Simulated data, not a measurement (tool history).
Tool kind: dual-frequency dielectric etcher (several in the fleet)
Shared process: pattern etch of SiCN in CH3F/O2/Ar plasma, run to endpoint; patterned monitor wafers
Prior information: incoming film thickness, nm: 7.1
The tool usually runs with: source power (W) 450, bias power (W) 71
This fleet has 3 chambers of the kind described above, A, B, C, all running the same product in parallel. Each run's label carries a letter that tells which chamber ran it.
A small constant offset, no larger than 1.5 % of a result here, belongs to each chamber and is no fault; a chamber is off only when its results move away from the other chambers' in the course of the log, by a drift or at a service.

| run | hour | source power (W) | bias power (W) | hours since the last wet clean | hours since the last source power generator calibration | hours since the last bias power generator calibration | endpoint time (s) |
|---|---|---|---|---|---|---|---|
| 1C | 9.9 | 450 | 71 | 189.1 | 2949.3 | 232.1 | 18.055 |
| 2B | 18.9 | 450 | 71 | 141.4 | 2555.1 | 239.8 | 18.309 |
| 3A | 29.5 | 450 | 71 | 62.0 | 2450.7 | 1872.8 | 18.230 |
| 4C | 42.8 | 450 | 71 | 222.0 | 2982.2 | 265.0 | 18.046 |
| 5B | 53.7 | 450 | 71 | 176.2 | 2589.9 | 274.6 | 18.320 |
| 6A | 63.4 | 450 | 71 | 95.9 | 2484.6 | 1906.7 | 18.304 |
| 7C | 70.2 | 450 | 71 | 249.4 | 3009.6 | 292.4 | 18.165 |
| 8B | 80.8 | 450 | 71 | 203.3 | 2617.0 | 301.7 | 18.476 |
| 9A | 89.8 | 450 | 71 | 122.3 | 2511.0 | 1933.1 | 18.305 |
| 10A | 99.8 | 450 | 71 | 132.3 | 2521.0 | 1943.1 | 18.284 |
| 11B | 109.9 | 450 | 71 | 232.4 | 2646.1 | 330.8 | 18.334 |
| 12C | 123.9 | 450 | 71 | 303.1 | 3063.3 | 346.1 | 18.045 |
| 13A | 135.4 | 450 | 71 | 167.9 | 2556.6 | 1978.7 | 18.166 |
| 14C | 149.0 | 450 | 71 | 328.2 | 3088.4 | 371.2 | 17.981 |
| 15B | 156.4 | 480 | 54 | 278.9 | 2692.6 | 377.3 | 19.825 |
| 16B | 163.8 | 480 | 54 | 286.3 | 2700.0 | 384.7 | 19.833 |
| 17C | 176.2 | 480 | 54 | 355.4 | 3115.6 | 398.4 | 19.446 |
| 18A | 186.8 | 450 | 71 | 219.3 | 2608.0 | 2030.1 | 18.083 |
| 19A | 200.7 | 560 | 63 | 233.2 | 2621.9 | 2044.0 | 17.418 |
| 20B | 212.9 | 560 | 63 | 335.4 | 2749.1 | 433.8 | 17.636 |
| 21C | 224.5 | 560 | 63 | 403.7 | 3163.9 | 446.7 | 17.374 |
| 22C | 231.2 | 450 | 71 | 410.4 | 3170.6 | 453.4 | 18.130 |
| 23A | 239.5 | 450 | 71 | 272.0 | 2660.7 | 2082.8 | 18.165 |
| 24B | 247.3 | 450 | 71 | 369.8 | 2783.5 | 468.2 | 18.461 |
| 25A | 260.0 | 450 | 71 | 292.5 | 2681.2 | 2103.3 | 18.239 |
| 26B | 271.8 | 450 | 71 | 394.3 | 2808.0 | 492.7 | 18.524 |
| 27C | 280.3 | 450 | 71 | 459.5 | 3219.7 | 502.5 | 18.101 |
| 28A | 294.5 | 450 | 71 | 327.0 | 2715.7 | 2137.8 | 18.159 |
|  | 295.6 | chamber C: wet clean of the chamber |
| 29B | 309.7 | 450 | 71 | 432.2 | 2845.9 | 530.6 | 18.508 |
| 30C | 317.1 | 450 | 71 | 21.6 | 3256.5 | 539.3 | 17.958 |
| 31C | 326.1 | 450 | 71 | 30.6 | 3265.5 | 548.3 | 18.056 |
| 32B | 334.8 | 450 | 71 | 457.3 | 2871.0 | 555.7 | 18.463 |
| 33A | 349.9 | 450 | 71 | 382.4 | 2771.1 | 2193.2 | 18.188 |
| 34B | 364.2 | 450 | 71 | 486.7 | 2900.4 | 585.1 | 18.392 |

Which is it: a chamber that has drifted or been left off by a service, a gauge drift common to all chambers, or only each chamber's usual small offset? If a chamber is off, name it and its likeliest cause.

Nothing is wrong: each chamber keeps only its own small, steady offset and the gauge holds still.

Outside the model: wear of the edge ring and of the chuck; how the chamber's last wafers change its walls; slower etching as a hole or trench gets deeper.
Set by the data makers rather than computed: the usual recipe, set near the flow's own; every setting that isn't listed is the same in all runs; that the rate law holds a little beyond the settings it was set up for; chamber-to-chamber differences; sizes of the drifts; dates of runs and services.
